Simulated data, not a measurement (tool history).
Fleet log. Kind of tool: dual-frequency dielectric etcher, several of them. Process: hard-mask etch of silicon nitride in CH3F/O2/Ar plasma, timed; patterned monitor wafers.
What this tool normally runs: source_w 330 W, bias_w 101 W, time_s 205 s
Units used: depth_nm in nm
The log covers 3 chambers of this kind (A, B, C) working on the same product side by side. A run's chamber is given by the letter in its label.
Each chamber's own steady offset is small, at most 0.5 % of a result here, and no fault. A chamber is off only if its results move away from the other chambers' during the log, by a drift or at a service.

run   hour  source_w  bias_w  time_s  hours since the last wet clean  hours since the last source power generator calibration  hours since the last bias power generator calibration  read-back reference wafer on the same gauge, depth_nm  depth_nm
 1C    7.4       330     101     205                           197.3                                                     1463                                                    157                                                 179.86    150.63
 2A   13.3       330     101     205                            66.9                                                   1757.6                                                 1547.8                                                 180.12    151.45
 3B   17.8       330     101     205                           193.7                                                    515.7                                                 3654.5                                                 179.88    151.71
 4C     23       330     101     205                           212.9                                                   1478.6                                                  172.6                                                 179.87    151.08
 5B   28.5       330     101     205                           204.4                                                    526.4                                                 3665.2                                                 180.13     151.5
 6A   34.7       330     101     205                            88.3                                                     1779                                                 1569.2                                                 180.05    151.19
 7B     41       330     101     205                           216.9                                                    538.9                                                 3677.7                                                 180.13    151.59
 8A     49       330     101     205                           102.6                                                   1793.3                                                 1583.5                                                 179.96    150.74
 9C   56.4       330     101     205                           246.3                                                     1512                                                    206                                                    180    150.49
10B     62       330     101     205                           237.9                                                    559.9                                                 3698.7                                                 180.14     152.8
11A   66.8       330     101     205                           120.4                                                   1811.1                                                 1601.3                                                 180.01    149.94
12C     74       330     101     205                           263.9                                                   1529.6                                                  223.6                                                 179.84    150.57
13C   82.1       330     101     205                             272                                                   1537.7                                                  231.7                                                 179.95     150.3
14A   88.6       330     101     205                           142.2                                                   1832.9                                                 1623.1                                                 179.98    150.72
15B   92.3       330     101     205                           268.2                                                    590.2                                                   3729                                                 179.82    154.31
16A   96.4       330     101     205                             150                                                   1840.7                                                 1630.9                                                 179.95    151.32
17C  103.5       330     101     205                           293.4                                                   1559.1                                                  253.1                                                 179.94    150.96
18B  111.6       330     101     205                           287.5                                                    609.5                                                 3748.3                                                 180.03    156.12
19A  118.8       330     101     205                           172.4                                                   1863.1                                                 1653.3                                                    180    149.93
20C  125.1       330     101     177                             315                                                   1580.7                                                  274.7                                                  180.1    131.67
21B  132.3       330     101     177                           308.2                                                    630.2                                                   3769                                                 180.03    135.92
22C  138.1       330     101     177                             328                                                   1593.7                                                  287.7                                                 180.16    129.76
23B  144.3       330     101     205                           320.2                                                    642.2                                                   3781                                                 179.97    158.46
24A  150.1       330     101     205                           203.7                                                   1894.4                                                 1684.6                                                 179.99    150.98
25C  157.1       330     101     205                             347                                                   1612.7                                                  306.7                                                 179.93     151.5

One chamber off, gauge drift, or nothing amiss beyond the chambers' own small offsets? If it is a chamber, which one, and what is the likeliest cause?

One chamber, B, drifts off from the rest bit by bit.
Likeliest cause: etch rate over this chamber's usual, % = 5.07.

Chamber B could run next with any of the 4 candidate recipes listed below; each alters the usual settings, and their results appear as question marks. Which one brings its results back in line with what the other chambers deliver on the usual settings?
In line means no further than this from the other chambers' mean on the usual settings: depth_nm 2.4 nm
26B-1  163.1       330     101   209.5                                                                                                                                                                                                                ?
26B-2  163.1       310      94     205                                                                                                                                                                                                                ?
26B-3  163.1       330     101   201.5                                                                                                                                                                                                                ?
26B-4  163.1       330     102   213.5                                                                                                                                                                                                                ?

Average result of the remaining chambers running the usual settings: depth_nm 150.95 nm
  run  depth_nm
26B-1    161.98
26B-2    150.75
26B-3    155.79
26B-4    165.68
Change 26B-2 lands the chamber within the allowed miss of the other chambers.
